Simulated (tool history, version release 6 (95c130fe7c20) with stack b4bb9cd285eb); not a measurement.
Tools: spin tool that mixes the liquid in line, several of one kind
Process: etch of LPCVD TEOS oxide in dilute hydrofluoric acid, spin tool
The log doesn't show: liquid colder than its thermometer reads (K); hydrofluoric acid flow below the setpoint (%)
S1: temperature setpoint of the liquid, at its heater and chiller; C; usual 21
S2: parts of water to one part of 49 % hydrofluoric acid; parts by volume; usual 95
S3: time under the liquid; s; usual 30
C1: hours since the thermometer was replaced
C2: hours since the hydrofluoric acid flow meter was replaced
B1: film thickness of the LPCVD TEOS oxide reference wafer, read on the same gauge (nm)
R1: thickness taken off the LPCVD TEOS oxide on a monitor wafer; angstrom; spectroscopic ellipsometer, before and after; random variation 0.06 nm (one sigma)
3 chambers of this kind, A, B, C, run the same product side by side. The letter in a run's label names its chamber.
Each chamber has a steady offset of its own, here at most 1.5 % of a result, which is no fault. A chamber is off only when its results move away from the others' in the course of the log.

run	hour	S1	S2	S3	C1	C2	B1	R1
1C	8.1	21	95	30	557.9	2010.8	49.998	128.76
2B	19.8	21	95	30	376.5	1378.8	50.012	126.86
3A	27.5	21	95	30	221.4	626.8	50.003	129.76
4C	35.3	21	95	30	585.1	2038	49.997	129.39
5A	46	21	95	30	239.9	645.3	49.972	129.2
6B	52	21	95	30	408.7	1411	50.012	126.37
7B	58.3	21	95	30	415	1417.3	49.989	126.46
8C	64.1	21	95	30	613.9	2066.8	49.976	127.44
9A	72	25.5	95	15	265.9	671.3	49.968	77.249
10A	81.2	25.5	95	15	275.1	680.5	50.01	77.327
11B	89.4	25.5	95	15	446.1	1448.4	50.055	75.945
12C	99.2	21	95	30	649	2101.9	50	128.73
13B	108	21	95	30	464.7	1467	50.014	127.2
14C	115	21	95	30	664.8	2117.7	50.028	128.23
15A	122.2	21	95	30	316.1	721.5	49.979	128.6
16B	131.9	21	95	30	488.6	1490.9	50.003	126.94
17A	139.2	21	95	30	333.1	738.5	50.024	130.05
18C	144.5	21	95	30	694.3	2147.2	49.982	128.61
19C	150.9	21	95	30	700.7	2153.6	50	129.43
20B	160.5	21	95	30	517.2	1519.5	50.021	127.58
21A	170	21	95	30	363.9	769.3	49.999	128.09

What goes on in this fleet: one chamber off, a drifting gauge, or nothing beyond the chambers' own small offsets? Name the chamber and the cause, if any.

No chamber stands off beyond its own small offset, and the gauge holds steady.
